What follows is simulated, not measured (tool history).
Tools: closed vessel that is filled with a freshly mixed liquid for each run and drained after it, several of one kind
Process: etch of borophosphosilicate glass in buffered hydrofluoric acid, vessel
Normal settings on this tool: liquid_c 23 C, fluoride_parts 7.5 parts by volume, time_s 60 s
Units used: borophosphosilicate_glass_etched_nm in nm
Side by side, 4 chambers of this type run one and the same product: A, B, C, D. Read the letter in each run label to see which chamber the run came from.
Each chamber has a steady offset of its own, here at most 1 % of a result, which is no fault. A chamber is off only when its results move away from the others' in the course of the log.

run	hour	liquid_c	fluoride_parts	time_s	read-back film thickness of the borophosphosilicate glass reference wafer, read on the same gauge (nm)	borophosphosilicate_glass_etched_nm
1A	5.0	23	7.5	60	89.999	246.26
2D	11.7	23	7.5	60	89.978	248.83
3B	16.6	23	7.5	60	89.998	250.76
4C	21.3	23	7.5	60	89.998	246.48
5D	26.1	23	7.5	60	90.018	247.06
6A	31.5	23	7.5	60	89.981	250.17
7B	38.8	23	7.5	60	90.014	250.89
8C	45.0	23	7.5	60	90.006	248.58
9A	49.4	23	7.5	60	89.998	247.71
# hour 55.2: chamber C: thermometer replaced
10C	55.2	23	7.5	60	89.999	249.08
11D	61.9	23	7.5	60	89.987	246.44
12B	70.7	23	7.5	60	90.017	252.17
13C	76.9	23	7.5	60	89.980	246.98
14A	83.3	23	7.5	60	90.007	248.41
15B	87.5	23	7.5	60	89.997	250.34
16D	91.5	23	7.5	60	89.993	247.32
17A	99.7	23	6.5	60	89.997	285.27
18C	108.5	23	6.5	60	89.983	286.20
19B	115.8	23	6.5	60	90.034	287.57
20D	121.0	23	6.5	60	89.998	285.50
21D	129.3	23	7.5	60	89.999	247.76
22B	134.8	25	7.5	75	90.010	347.29
23A	139.9	25	7.5	75	89.980	347.02
24C	147.8	25	7.5	75	89.998	344.57
25D	153.4	25	7.5	75	90.024	343.47
26C	159.6	23	7.5	60	89.983	248.28
27A	165.6	23	7.5	60	89.992	247.91
28B	171.3	23	7.5	60	89.990	250.18
29D	177.0	23	7.5	60	90.017	247.68
30A	183.4	23	7.5	60	89.998	247.29
31B	191.2	23	7.5	60	89.988	250.02
32C	199.9	23	7.5	60	90.004	248.44
33C	208.0	23	7.5	60	89.993	248.77
# hour 212.4: chamber D: thermometer replaced
34D	212.8	23	7.5	60	89.984	248.51
35B	221.2	23	7.5	60	89.984	250.72

All 4 chambers run these settings next. Forecast each chamber's results:
36A	227.6	23	7.5	60		?
36B	227.6	23	7.5	60		?
36C	227.6	23	7.5	60		?
36D	227.6	23	7.5	60		?

run	borophosphosilicate_glass_etched_nm
36A	248.59
36B	249.44
36C	248.54
36D	248.97

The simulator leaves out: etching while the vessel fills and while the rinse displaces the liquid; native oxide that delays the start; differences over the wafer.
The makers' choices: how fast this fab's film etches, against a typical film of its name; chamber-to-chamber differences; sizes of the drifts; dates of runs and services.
